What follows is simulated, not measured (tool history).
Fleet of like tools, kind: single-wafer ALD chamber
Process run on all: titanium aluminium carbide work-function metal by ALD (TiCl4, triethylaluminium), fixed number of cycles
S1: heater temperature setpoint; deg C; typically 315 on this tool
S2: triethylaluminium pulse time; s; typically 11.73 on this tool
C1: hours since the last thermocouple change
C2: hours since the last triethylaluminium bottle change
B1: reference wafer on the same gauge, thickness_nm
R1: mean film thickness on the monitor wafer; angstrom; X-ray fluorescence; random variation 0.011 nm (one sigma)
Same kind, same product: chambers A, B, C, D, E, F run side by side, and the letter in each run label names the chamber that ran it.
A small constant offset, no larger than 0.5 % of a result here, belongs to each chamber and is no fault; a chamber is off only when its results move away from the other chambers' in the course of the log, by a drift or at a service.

run	hour	S1	S2	C1	C2	B1	R1
1D	9.3	315	11.73	198.8	360.0	2.0124	21.582
2E	17.9	315	11.73	449.2	642.1	2.0109	21.529
3F	26.0	315	11.73	1843.1	367.9	2.0109	21.682
4B	35.5	315	11.73	870.6	565.7	2.0117	21.478
5A	46.4	301	9.45	1831.5	782.5	2.0089	19.990
6C	56.4	301	9.45	712.9	723.5	2.0111	19.975
7D	68.5	301	9.45	258.0	419.2	2.0085	19.935
8A	80.3	301	9.45	1865.4	816.4	2.0092	19.849
9C	92.5	301	9.45	749.0	759.6	2.0084	19.859
10F	100.0	301	9.45	1917.1	441.9	2.0095	19.811
11E	106.6	315	11.73	537.9	730.8	2.0108	21.549
12B	117.4	315	11.73	952.5	647.6	2.0092	21.711
13E	126.3	315	11.73	557.6	750.5	2.0108	21.554
14B	136.3	315	11.73	971.4	666.5	2.0080	21.492
# hour 137.3: chamber A: thermocouple changed; heater temperature recalibrated
15D	148.4	301	8.21	337.9	499.1	2.0130	19.451
16F	161.3	301	8.21	1978.4	503.2	2.0093	19.309
17C	168.9	301	8.21	825.4	836.0	2.0096	19.331
18A	180.7	301	8.21	43.5	916.8	2.0079	19.244
19E	189.0	301	8.21	620.3	813.2	2.0083	19.425
20D	196.3	301	8.21	385.8	547.0	2.0111	19.724
21C	211.0	315	11.73	867.5	878.1	2.0079	21.459
22B	221.0	305	13.87	1056.1	751.2	2.0081	20.965
23F	230.1	305	13.87	2047.2	572.0	2.0085	20.758
24A	241.8	305	13.87	104.6	977.9	2.0105	20.934
25D	252.2	305	13.87	441.7	602.9	2.0094	21.049
26C	264.2	305	13.87	920.7	931.3	2.0083	20.900
27F	273.4	305	13.87	2090.5	615.3	2.0106	20.530
28E	287.5	315	11.73	718.8	911.7	2.0106	21.531
29A	295.2	315	11.73	158.0	1031.3	2.0122	21.633
30B	308.0	315	11.73	1143.1	838.2	2.0117	21.638
31C	315.0	315	11.73	971.5	982.1	2.0108	21.518
32B	324.3	308	11.73	1159.4	854.5	2.0110	21.021
33F	338.8	308	11.73	2155.9	680.7	2.0098	20.434
34A	348.1	308	11.73	210.9	1084.2	2.0097	20.854
35E	358.9	308	11.73	790.2	983.1	2.0106	20.845
36D	371.9	308	11.73	561.4	722.6	2.0091	21.181
37B	378.6	308	11.73	1213.7	908.8	2.0097	21.062
38F	388.2	315	11.73	2205.3	730.1	2.0104	20.748
39A	397.4	315	11.73	260.2	1133.5	2.0073	21.423

For the next run the whole fleet of 6 chambers uses the same settings. Give each chamber's results:
40A	408.1	315	11.73				?
40B	408.1	315	11.73				?
40C	408.1	315	11.73				?
40D	408.1	315	11.73				?
40E	408.1	315	11.73				?
40F	408.1	315	11.73				?

run	R1
40A	21.470
40B	21.624
40C	21.634
40D	21.638
40E	21.493
40F	20.693

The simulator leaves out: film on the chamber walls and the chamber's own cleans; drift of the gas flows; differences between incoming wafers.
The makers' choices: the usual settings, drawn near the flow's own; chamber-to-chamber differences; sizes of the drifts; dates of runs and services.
